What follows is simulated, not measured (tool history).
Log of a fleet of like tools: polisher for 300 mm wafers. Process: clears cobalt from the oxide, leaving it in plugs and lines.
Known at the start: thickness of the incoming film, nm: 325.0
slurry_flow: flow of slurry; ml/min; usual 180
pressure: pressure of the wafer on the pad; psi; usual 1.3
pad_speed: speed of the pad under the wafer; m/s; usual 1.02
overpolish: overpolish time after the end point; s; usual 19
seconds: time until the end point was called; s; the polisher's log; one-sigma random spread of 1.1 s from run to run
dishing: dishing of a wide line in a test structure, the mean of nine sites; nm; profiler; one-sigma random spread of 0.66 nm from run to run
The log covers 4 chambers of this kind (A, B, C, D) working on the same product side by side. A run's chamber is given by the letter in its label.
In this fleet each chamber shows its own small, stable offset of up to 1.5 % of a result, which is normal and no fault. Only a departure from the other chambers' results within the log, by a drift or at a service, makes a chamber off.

run,day,slurry_flow,pressure,pad_speed,overpolish,seconds,dishing
# day 0.354: chamber C: worn pad replaced by a new one
1B,0.612,180,1.3,1.02,19,91.853,34.751
2C,1.271,180,1.3,1.02,19,91.867,34.676
3D,1.642,180,1.3,1.02,19,91.408,34.516
4A,2.054,180,1.3,1.02,19,90.39,35.128
# day 2.354: chamber D: worn pad replaced by a new one
5A,2.525,180,1.3,1.02,19,92.365,34.864
6B,3.054,180,1.3,1.02,19,91.745,35.106
7C,3.696,180,1.3,0.74,19,122.17,29.829
8D,4.004,180,1.3,0.74,19,125.85,30.006
9C,4.438,180,1.3,0.74,19,124.88,30.459
# day 4.617: chamber B: slurry nozzle cleaned
10A,4.758,180,1.3,0.74,19,125.1,29.872
# day 4.825: chamber A: worn pad replaced by a new one
# day 4.975: chamber C: worn pad replaced by a new one
11D,5.254,180,1.3,1.02,19,92.879,34.709
12B,5.604,180,1.3,1.02,19,93.014,33.9
13A,6.096,180,1.3,1.02,19,89.48,36.198
14B,6.475,180,1.3,1.02,19,95.093,34.586
15C,7.017,180,1.3,0.86,13,109.03,25.801
16D,7.642,180,1.3,0.86,13,109.17,25.615
17C,8.158,180,1.3,0.86,13,107.87,25.493
18B,8.642,180,1.3,0.86,13,113.65,24.578
19D,9.054,180,1.3,1.02,19,91.34,34.933
# day 9.221: chamber C: worn pad replaced by a new one
20A,9.412,180,1.3,1.02,19,88.651,34.095
21A,10.083,180,1.3,1.02,19,89.355,34.735
22D,10.662,180,1.6,1.02,19,74.796,38.223
# day 10.729: chamber D: head pressure recalibrated
# day 11.138: chamber C: slurry nozzle cleaned
23C,11.267,180,1.6,1.02,19,74.202,38.063
24B,11.642,180,1.6,1.02,19,81.293,35.956
# day 11.733: chamber D: worn pad replaced by a new one
25A,12.179,180,1.6,1.02,19,73.155,37.943
26D,12.842,180,1.3,1.02,19,92.317,36.399
27C,13.154,180,1,1.02,13,118.4,24.949
# day 13.158: chamber D: slurry nozzle cleaned
28B,13.712,180,1,1.02,13,131.53,22.928
29C,14.071,180,1,1.02,13,117.95,24.801
30D,14.375,180,1,1.02,13,120.12,24.003
31B,14.692,180,1.3,0.9,19,115.61,30.555

The same settings go to every chamber for the next run, one line per chamber below. Forecast the results for each:
32A,15.179,180,1.1,1.02,19,?,?
32B,15.179,180,1.1,1.02,19,?,?
32C,15.179,180,1.1,1.02,19,?,?
32D,15.179,180,1.1,1.02,19,?,?

run,seconds,dishing
32A,106.35,32.135
32B,123.1,29.702
32C,106.8,33.37
32D,105.74,32.333
